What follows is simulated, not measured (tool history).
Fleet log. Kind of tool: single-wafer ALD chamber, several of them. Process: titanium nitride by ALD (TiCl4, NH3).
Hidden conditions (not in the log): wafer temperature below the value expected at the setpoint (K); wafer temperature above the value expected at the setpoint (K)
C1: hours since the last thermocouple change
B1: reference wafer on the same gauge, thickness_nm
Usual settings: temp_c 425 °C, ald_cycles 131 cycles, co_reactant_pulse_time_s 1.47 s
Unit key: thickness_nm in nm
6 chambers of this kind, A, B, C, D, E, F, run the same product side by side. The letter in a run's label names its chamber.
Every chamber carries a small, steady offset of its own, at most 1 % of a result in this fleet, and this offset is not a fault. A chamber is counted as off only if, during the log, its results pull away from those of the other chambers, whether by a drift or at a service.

{"run": "1D", "hour": 6.3, "temp_c": 425, "ald_cycles": 131, "co_reactant_pulse_time_s": 1.47, "C1": 2912.5, "B1": 2.3497, "thickness_nm": 2.8769}
{"run": "2B", "hour": 16.5, "temp_c": 425, "ald_cycles": 131, "co_reactant_pulse_time_s": 1.47, "C1": 1107.2, "B1": 2.3501, "thickness_nm": 2.8915}
{"run": "3A", "hour": 22.2, "temp_c": 425, "ald_cycles": 131, "co_reactant_pulse_time_s": 1.47, "C1": 930.5, "B1": 2.3489, "thickness_nm": 2.874}
{"run": "4F", "hour": 32.0, "temp_c": 425, "ald_cycles": 131, "co_reactant_pulse_time_s": 1.47, "C1": 1386.7, "B1": 2.3486, "thickness_nm": 2.8955}
{"run": "5E", "hour": 40.3, "temp_c": 425, "ald_cycles": 131, "co_reactant_pulse_time_s": 1.47, "C1": 1547.1, "B1": 2.3503, "thickness_nm": 2.8969}
{"run": "6C", "hour": 49.9, "temp_c": 415, "ald_cycles": 150, "co_reactant_pulse_time_s": 1.47, "C1": 1984.2, "B1": 2.3491, "thickness_nm": 3.2739}
{"run": "7C", "hour": 60.5, "temp_c": 415, "ald_cycles": 150, "co_reactant_pulse_time_s": 1.47, "C1": 1994.8, "B1": 2.3487, "thickness_nm": 3.2647}
{"run": "8A", "hour": 65.8, "temp_c": 415, "ald_cycles": 150, "co_reactant_pulse_time_s": 1.47, "C1": 974.1, "B1": 2.3496, "thickness_nm": 3.2682}
{"run": "9E", "hour": 76.0, "temp_c": 415, "ald_cycles": 150, "co_reactant_pulse_time_s": 1.47, "C1": 1582.8, "B1": 2.3505, "thickness_nm": 3.3115}
{"run": "10D", "hour": 85.4, "temp_c": 415, "ald_cycles": 150, "co_reactant_pulse_time_s": 1.47, "C1": 2991.6, "B1": 2.3506, "thickness_nm": 3.2824}
{"run": "11B", "hour": 96.6, "temp_c": 415, "ald_cycles": 150, "co_reactant_pulse_time_s": 1.47, "C1": 1187.3, "B1": 2.351, "thickness_nm": 3.3116}
{"hour": 100.9, "done": "chamber F: thermocouple changed; heater temperature recalibrated"}
{"run": "12F", "hour": 108.0, "temp_c": 425, "ald_cycles": 131, "co_reactant_pulse_time_s": 1.47, "C1": 7.1, "B1": 2.3497, "thickness_nm": 2.8872}
{"run": "13A", "hour": 116.7, "temp_c": 425, "ald_cycles": 131, "co_reactant_pulse_time_s": 1.47, "C1": 1025.0, "B1": 2.3514, "thickness_nm": 2.8717}
{"hour": 120.1, "done": "chamber A: thermocouple changed; heater temperature recalibrated"}
{"run": "14D", "hour": 127.7, "temp_c": 425, "ald_cycles": 131, "co_reactant_pulse_time_s": 1.47, "C1": 3033.9, "B1": 2.3501, "thickness_nm": 2.8525}
{"run": "15F", "hour": 138.7, "temp_c": 425, "ald_cycles": 131, "co_reactant_pulse_time_s": 1.47, "C1": 37.8, "B1": 2.3491, "thickness_nm": 2.8924}
{"run": "16C", "hour": 146.5, "temp_c": 425, "ald_cycles": 131, "co_reactant_pulse_time_s": 1.47, "C1": 2080.8, "B1": 2.3506, "thickness_nm": 2.8835}
{"run": "17E", "hour": 156.4, "temp_c": 425, "ald_cycles": 131, "co_reactant_pulse_time_s": 1.47, "C1": 1663.2, "B1": 2.3486, "thickness_nm": 2.9126}
{"run": "18B", "hour": 165.7, "temp_c": 425, "ald_cycles": 131, "co_reactant_pulse_time_s": 1.47, "C1": 1256.4, "B1": 2.3503, "thickness_nm": 2.9001}
{"run": "19C", "hour": 175.8, "temp_c": 425, "ald_cycles": 123, "co_reactant_pulse_time_s": 1.47, "C1": 2110.1, "B1": 2.3494, "thickness_nm": 2.6978}
{"run": "20A", "hour": 185.9, "temp_c": 425, "ald_cycles": 123, "co_reactant_pulse_time_s": 1.47, "C1": 65.8, "B1": 2.3501, "thickness_nm": 2.7111}
{"hour": 192.2, "done": "chamber D: thermocouple changed; heater temperature recalibrated"}
{"run": "21E", "hour": 194.2, "temp_c": 425, "ald_cycles": 123, "co_reactant_pulse_time_s": 1.47, "C1": 1701.0, "B1": 2.3493, "thickness_nm": 2.7184}
{"run": "22B", "hour": 200.2, "temp_c": 425, "ald_cycles": 123, "co_reactant_pulse_time_s": 1.47, "C1": 1290.9, "B1": 2.3498, "thickness_nm": 2.7172}
{"run": "23D", "hour": 211.7, "temp_c": 425, "ald_cycles": 123, "co_reactant_pulse_time_s": 1.47, "C1": 19.5, "B1": 2.3497, "thickness_nm": 2.7094}
{"run": "24F", "hour": 222.8, "temp_c": 425, "ald_cycles": 123, "co_reactant_pulse_time_s": 1.47, "C1": 121.9, "B1": 2.3488, "thickness_nm": 2.6984}
{"run": "25E", "hour": 229.3, "temp_c": 425, "ald_cycles": 107, "co_reactant_pulse_time_s": 1.47, "C1": 1736.1, "B1": 2.3492, "thickness_nm": 2.3577}
{"run": "26F", "hour": 237.1, "temp_c": 425, "ald_cycles": 107, "co_reactant_pulse_time_s": 1.47, "C1": 136.2, "B1": 2.3514, "thickness_nm": 2.3597}
{"run": "27A", "hour": 243.1, "temp_c": 425, "ald_cycles": 107, "co_reactant_pulse_time_s": 1.47, "C1": 123.0, "B1": 2.3516, "thickness_nm": 2.3567}
{"run": "28B", "hour": 255.1, "temp_c": 425, "ald_cycles": 107, "co_reactant_pulse_time_s": 1.47, "C1": 1345.8, "B1": 2.3512, "thickness_nm": 2.3681}
{"run": "29D", "hour": 261.5, "temp_c": 425, "ald_cycles": 107, "co_reactant_pulse_time_s": 1.47, "C1": 69.3, "B1": 2.3525, "thickness_nm": 2.3466}
{"run": "30C", "hour": 268.4, "temp_c": 425, "ald_cycles": 107, "co_reactant_pulse_time_s": 1.47, "C1": 2202.7, "B1": 2.3513, "thickness_nm": 2.3594}
{"run": "31A", "hour": 274.1, "temp_c": 433, "ald_cycles": 131, "co_reactant_pulse_time_s": 1.26, "C1": 154.0, "B1": 2.3502, "thickness_nm": 2.8739}
{"run": "32C", "hour": 280.7, "temp_c": 433, "ald_cycles": 131, "co_reactant_pulse_time_s": 1.26, "C1": 2215.0, "B1": 2.3498, "thickness_nm": 2.8692}
{"run": "33B", "hour": 289.1, "temp_c": 433, "ald_cycles": 131, "co_reactant_pulse_time_s": 1.26, "C1": 1379.8, "B1": 2.3492, "thickness_nm": 2.8778}
{"run": "34E", "hour": 298.7, "temp_c": 433, "ald_cycles": 131, "co_reactant_pulse_time_s": 1.26, "C1": 1805.5, "B1": 2.3508, "thickness_nm": 2.9007}
{"run": "35F", "hour": 306.7, "temp_c": 433, "ald_cycles": 131, "co_reactant_pulse_time_s": 1.26, "C1": 205.8, "B1": 2.35, "thickness_nm": 2.8752}
{"run": "36D", "hour": 315.3, "temp_c": 433, "ald_cycles": 131, "co_reactant_pulse_time_s": 1.26, "C1": 123.1, "B1": 2.35, "thickness_nm": 2.8623}
{"run": "37A", "hour": 325.7, "temp_c": 425, "ald_cycles": 131, "co_reactant_pulse_time_s": 1.47, "C1": 205.6, "B1": 2.3506, "thickness_nm": 2.8843}
{"run": "38D", "hour": 333.9, "temp_c": 419, "ald_cycles": 131, "co_reactant_pulse_time_s": 0.99, "C1": 141.7, "B1": 2.3486, "thickness_nm": 2.8252}
{"run": "39E", "hour": 344.9, "temp_c": 419, "ald_cycles": 131, "co_reactant_pulse_time_s": 0.99, "C1": 1851.7, "B1": 2.3508, "thickness_nm": 2.8666}
{"run": "40B", "hour": 351.1, "temp_c": 419, "ald_cycles": 131, "co_reactant_pulse_time_s": 0.99, "C1": 1441.8, "B1": 2.3497, "thickness_nm": 2.8343}
{"run": "41C", "hour": 362.5, "temp_c": 419, "ald_cycles": 131, "co_reactant_pulse_time_s": 0.99, "C1": 2296.8, "B1": 2.3498, "thickness_nm": 2.8005}
{"run": "42F", "hour": 369.8, "temp_c": 419, "ald_cycles": 131, "co_reactant_pulse_time_s": 0.99, "C1": 268.9, "B1": 2.3503, "thickness_nm": 2.8227}
{"run": "43A", "hour": 377.8, "temp_c": 419, "ald_cycles": 131, "co_reactant_pulse_time_s": 0.99, "C1": 257.7, "B1": 2.3493, "thickness_nm": 2.8222}

The same settings go to every chamber for the next run, one line per chamber below. Forecast the results for each:
{"run": "44A", "hour": 386.4, "temp_c": 425, "ald_cycles": 131, "co_reactant_pulse_time_s": 1.47, "thickness_nm": "?"}
{"run": "44B", "hour": 386.4, "temp_c": 425, "ald_cycles": 131, "co_reactant_pulse_time_s": 1.47, "thickness_nm": "?"}
{"run": "44C", "hour": 386.4, "temp_c": 425, "ald_cycles": 131, "co_reactant_pulse_time_s": 1.47, "thickness_nm": "?"}
{"run": "44D", "hour": 386.4, "temp_c": 425, "ald_cycles": 131, "co_reactant_pulse_time_s": 1.47, "thickness_nm": "?"}
{"run": "44E", "hour": 386.4, "temp_c": 425, "ald_cycles": 131, "co_reactant_pulse_time_s": 1.47, "thickness_nm": "?"}
{"run": "44F", "hour": 386.4, "temp_c": 425, "ald_cycles": 131, "co_reactant_pulse_time_s": 1.47, "thickness_nm": "?"}

run=44A thickness_nm=2.8736
run=44B thickness_nm=2.8857
run=44C thickness_nm=2.8747
run=44D thickness_nm=2.8838
run=44E thickness_nm=2.8978
run=44F thickness_nm=2.8850

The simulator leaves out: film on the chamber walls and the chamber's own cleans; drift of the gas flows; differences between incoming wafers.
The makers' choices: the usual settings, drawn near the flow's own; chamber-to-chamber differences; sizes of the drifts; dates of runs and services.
